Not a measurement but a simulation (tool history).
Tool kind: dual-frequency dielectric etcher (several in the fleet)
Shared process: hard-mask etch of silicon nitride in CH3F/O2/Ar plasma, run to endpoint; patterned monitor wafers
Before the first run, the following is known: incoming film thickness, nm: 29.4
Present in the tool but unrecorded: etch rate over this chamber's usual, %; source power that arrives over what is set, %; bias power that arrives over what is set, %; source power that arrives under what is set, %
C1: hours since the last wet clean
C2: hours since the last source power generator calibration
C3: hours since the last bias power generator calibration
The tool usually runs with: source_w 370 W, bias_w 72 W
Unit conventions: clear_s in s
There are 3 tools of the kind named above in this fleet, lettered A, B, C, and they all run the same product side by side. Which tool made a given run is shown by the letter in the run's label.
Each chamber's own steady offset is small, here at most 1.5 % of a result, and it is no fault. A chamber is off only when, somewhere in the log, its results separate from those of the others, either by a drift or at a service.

run 1B hour=5.1 | source_w=370 bias_w=72 | C1=88.4 C2=345.8 C3=287.8 | clear_s=43.104
run 2C hour=12.1 | source_w=370 bias_w=72 | C1=167.3 C2=2669.3 C3=623 | clear_s=44.424
run 3A hour=19 | source_w=370 bias_w=72 | C1=519.1 C2=317.3 C3=613.3 | clear_s=44.065
-- hour=22.6 chamber A: wet clean of the chamber
run 4C hour=25.2 | source_w=370 bias_w=72 | C1=180.4 C2=2682.4 C3=636.1 | clear_s=44.199
run 5B hour=30.9 | source_w=370 bias_w=72 | C1=114.2 C2=371.6 C3=313.6 | clear_s=43.283
run 6A hour=35.4 | source_w=370 bias_w=72 | C1=12.9 C2=333.7 C3=629.7 | clear_s=43.931
run 7C hour=42.6 | source_w=370 bias_w=72 | C1=197.8 C2=2699.8 C3=653.5 | clear_s=44.345
run 8B hour=47.5 | source_w=370 bias_w=72 | C1=130.8 C2=388.2 C3=330.2 | clear_s=43.296
run 9A hour=52.2 | source_w=370 bias_w=72 | C1=29.7 C2=350.5 C3=646.5 | clear_s=44.067
run 10B hour=57.1 | source_w=370 bias_w=72 | C1=140.4 C2=397.8 C3=339.8 | clear_s=43.321
run 11A hour=62.3 | source_w=370 bias_w=72 | C1=39.8 C2=360.6 C3=656.6 | clear_s=44.143
run 12C hour=67.3 | source_w=370 bias_w=72 | C1=222.5 C2=2724.5 C3=678.2 | clear_s=44.277
run 13B hour=70.9 | source_w=370 bias_w=72 | C1=154.2 C2=411.6 C3=353.6 | clear_s=43.787
run 14C hour=76.8 | source_w=370 bias_w=62 | C1=232 C2=2734 C3=687.7 | clear_s=46.743
run 15A hour=82.8 | source_w=370 bias_w=62 | C1=60.3 C2=381.1 C3=677.1 | clear_s=46.307
run 16A hour=88.8 | source_w=370 bias_w=62 | C1=66.3 C2=387.1 C3=683.1 | clear_s=46.527
run 17B hour=95.1 | source_w=370 bias_w=72 | C1=178.4 C2=435.8 C3=377.8 | clear_s=43.27
run 18C hour=102 | source_w=410 bias_w=57 | C1=257.2 C2=2759.2 C3=712.9 | clear_s=46.104
run 19A hour=105.6 | source_w=410 bias_w=57 | C1=83.1 C2=403.9 C3=699.9 | clear_s=45.804
run 20C hour=113 | source_w=410 bias_w=57 | C1=268.2 C2=2770.2 C3=723.9 | clear_s=46.474
run 21B hour=118.1 | source_w=370 bias_w=72 | C1=201.4 C2=458.8 C3=400.8 | clear_s=43.501
run 22C hour=126.1 | source_w=370 bias_w=72 | C1=281.3 C2=2783.3 C3=737 | clear_s=44.526
run 23A hour=130.2 | source_w=370 bias_w=72 | C1=107.7 C2=428.5 C3=724.5 | clear_s=44.065
run 24B hour=136.2 | source_w=370 bias_w=72 | C1=219.5 C2=476.9 C3=418.9 | clear_s=43.632
run 25B hour=143.8 | source_w=370 bias_w=72 | C1=227.1 C2=484.5 C3=426.5 | clear_s=43.457
run 26A hour=149.2 | source_w=370 bias_w=72 | C1=126.7 C2=447.5 C3=743.5 | clear_s=43.923
run 27C hour=153.5 | source_w=320 bias_w=72 | C1=308.7 C2=2810.7 C3=764.4 | clear_s=47.087
run 28A hour=158.7 | source_w=320 bias_w=72 | C1=136.2 C2=457 C3=753 | clear_s=46.038
run 29C hour=163.1 | source_w=320 bias_w=72 | C1=318.3 C2=2820.3 C3=774 | clear_s=46.998
run 30B hour=170.9 | source_w=370 bias_w=72 | C1=254.2 C2=511.6 C3=453.6 | clear_s=43.252
run 31B hour=176.2 | source_w=370 bias_w=72 | C1=259.5 C2=516.9 C3=458.9 | clear_s=43.243
run 32A hour=181 | source_w=370 bias_w=72 | C1=158.5 C2=479.3 C3=775.3 | clear_s=44.077
run 33C hour=187.9 | source_w=370 bias_w=72 | C1=343.1 C2=2845.1 C3=798.8 | clear_s=44.409

Next, all 3 chambers run the settings below, one line each with question marks for the results. What does each chamber give?
run 34A hour=193.7 | source_w=370 bias_w=72 | clear_s=?
run 34B hour=193.7 | source_w=370 bias_w=72 | clear_s=?
run 34C hour=193.7 | source_w=370 bias_w=72 | clear_s=?

run=34A clear_s=43.856
run=34B clear_s=43.391
run=34C clear_s=44.023
